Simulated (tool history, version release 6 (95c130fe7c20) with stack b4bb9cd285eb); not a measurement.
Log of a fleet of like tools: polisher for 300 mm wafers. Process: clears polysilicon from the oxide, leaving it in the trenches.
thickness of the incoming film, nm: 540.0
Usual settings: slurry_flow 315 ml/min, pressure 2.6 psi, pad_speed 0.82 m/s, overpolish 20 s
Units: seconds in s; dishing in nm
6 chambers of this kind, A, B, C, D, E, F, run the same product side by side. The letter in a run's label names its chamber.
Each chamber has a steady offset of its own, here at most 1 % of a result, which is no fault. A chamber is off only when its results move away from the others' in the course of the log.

run   hour  slurry_flow  pressure  pad_speed  overpolish  wafers polished on this pad  hours since the slurry nozzle was cleaned  hours since the head pressure was calibrated  seconds  dishing
 1A    6.2          315       2.6       0.82          20                          816                                      462.7                                        1070.0   44.762   87.816
       8.4  -- chamber A: worn pad replaced by a new one
 2C   13.0          315       2.6       0.82          20                          329                                      135.7                                         209.5   44.292   83.700
 3E   21.1          315       2.6       0.82          20                          276                                      177.5                                         413.8   44.623   83.630
 4F   29.4          315       2.6       0.82          20                          546                                      365.5                                         152.1   44.120   85.523
 5D   36.2          315       2.6       0.82          20                          971                                      194.0                                        1116.9   44.049   84.292
      39.0  -- chamber B: worn pad replaced by a new one
      42.8  -- chamber E: worn pad replaced by a new one
 6B   44.5          315       2.6       0.82          20                           53                                      351.6                                         182.0   43.549   86.544
 7F   49.4          315       2.6       0.82          20                          739                                      385.5                                         172.1   42.053   84.652
      57.2  -- chamber D: slurry nozzle cleaned
 8B   57.8          315       2.6       0.82          20                          181                                      364.9                                         195.3   44.279   83.291
 9A   63.3          315       2.6       0.82          20                          529                                      519.8                                        1127.1   43.304   85.962
10E   69.1          275       2.6       0.82          20                          253                                      225.5                                         461.8   44.976   87.801
      73.4  -- chamber D: worn pad replaced by a new one
11C   75.2          275       2.6       0.82          20                          929                                      197.9                                         271.7   44.469   89.843
12D   80.4          275       2.6       0.82          20                           68                                       23.3                                        1161.1   45.027   84.454
      88.2  -- chamber C: worn pad replaced by a new one
13C   88.7          275       2.6       0.82          20                            5                                      211.4                                         285.2   44.210   83.346
14D   95.8          275       2.6       0.82          20                          216                                       38.7                                        1176.5   45.090   84.512
      97.3  -- chamber E: worn pad replaced by a new one
15F   99.9          275       2.6       0.82          20                         1225                                      436.0                                         222.6   43.475   86.106
     100.6  -- chamber A: worn pad replaced by a new one
16E  105.1          315       3.3       0.58          20                           76                                      261.5                                         497.8   47.668   81.293
17A  109.8          315       3.3       0.58          20                           89                                      566.3                                        1173.6   47.478   87.851
18B  114.4          315       3.3       0.58          20                          726                                      421.5                                         251.9   49.945   83.517
     115.9  -- chamber E: head pressure recalibrated
     120.7  -- chamber F: worn pad replaced by a new one
19D  121.6          315       3.3       0.58          20                          465                                       64.5                                        1202.3   48.663   78.862
20F  126.1          315       3.3       0.58          20                           52                                      462.2                                         248.8   48.008   85.926
     126.9  -- chamber B: worn pad replaced by a new one
21B  132.7          315       3.3       0.58          20                           55                                      439.8                                         270.2   48.065   82.011
22C  140.5          315       2.6       0.82          20                          504                                      263.2                                         337.0   42.804   83.328
     145.4  -- chamber D: head pressure recalibrated
23A  149.0          315       2.6       0.82          20                          467                                      605.5                                        1212.8   43.143   86.488
     150.9  -- chamber E: worn pad replaced by a new one
24E  154.9          315       2.6       0.82          20                           38                                      311.3                                          39.1   48.338   85.033
25C  163.3          315       2.6       0.82          20                          724                                      286.0                                         359.8   43.898   85.605
26F  171.1          315       2.6       0.82          20                          485                                      507.2                                         293.8   43.055   85.508
27A  175.0          315       2.6       0.82          20                          717                                      631.5                                        1238.8   43.883   82.451
28D  181.2          315       2.6       0.82          20                         1039                                      124.1                                          35.9   42.267   82.638
29E  186.0          315       2.6       0.82          20                          338                                      342.4                                          70.2   48.455   85.362
30B  191.4          315       2.6       0.82          20                          621                                      498.5                                         328.9   44.084   86.272
     196.9  -- chamber A: worn pad replaced by a new one
     198.0  -- chamber E: worn pad replaced by a new one
31E  199.3          315       2.6       0.82          20                           12                                      355.7                                          83.5   48.637   82.368
     202.4  -- chamber B: worn pad replaced by a new one
32B  206.8          315       2.6       0.82          20                           42                                      513.9                                         344.3   42.928   87.048
     207.2  -- chamber B: head pressure recalibrated
     208.0  -- chamber C: worn pad replaced by a new one
     213.5  -- chamber F: head pressure recalibrated
33D  213.9          315       2.6       0.82          20                         1354                                      156.8                                          68.6   44.211   82.068
34A  219.5          315       2.6       0.82          20                          218                                      676.0                                        1283.3   42.994   80.578
     223.0  -- chamber D: worn pad replaced by a new one
35F  226.8          315       2.6       0.82          20                         1022                                      562.9                                          13.4   44.182   86.077
36C  231.7          315       2.6       0.82          20                          228                                      354.4                                         428.2   42.770   87.096
37F  238.9          315       2.6       0.82          20                         1139                                      575.0                                          25.5   43.334   88.377
38E  246.5          315       2.6       0.82          20                          467                                      402.9                                         130.7   47.783   80.092
39A  253.0          415       2.0       0.82          20                          541                                      709.5                                        1316.8   55.180   78.440
40D  257.5          415       2.0       0.82          20                          333                                      200.4                                         112.2   55.294   78.726
41B  263.6          415       2.0       0.82          20                          589                                      570.7                                          56.5   55.085   80.618
42C  271.7          415       2.0       0.82          20                          614                                      394.4                                         468.2   57.859   81.264

Next, every chamber runs the same settings. What will each give?
43A  277.8          315       2.6       0.82          20                                                                                                                              ?        ?
43B  277.8          315       2.6       0.82          20                                                                                                                              ?        ?
43C  277.8          315       2.6       0.82          20                                                                                                                              ?        ?
43D  277.8          315       2.6       0.82          20                                                                                                                              ?        ?
43E  277.8          315       2.6       0.82          20                                                                                                                              ?        ?
43F  277.8          315       2.6       0.82          20                                                                                                                              ?        ?

run  seconds  dishing
43A   42.454   87.121
43B   42.559   86.301
43C   43.820   85.287
43D   42.344   84.903
43E   49.052   84.289
43F   43.394   85.595
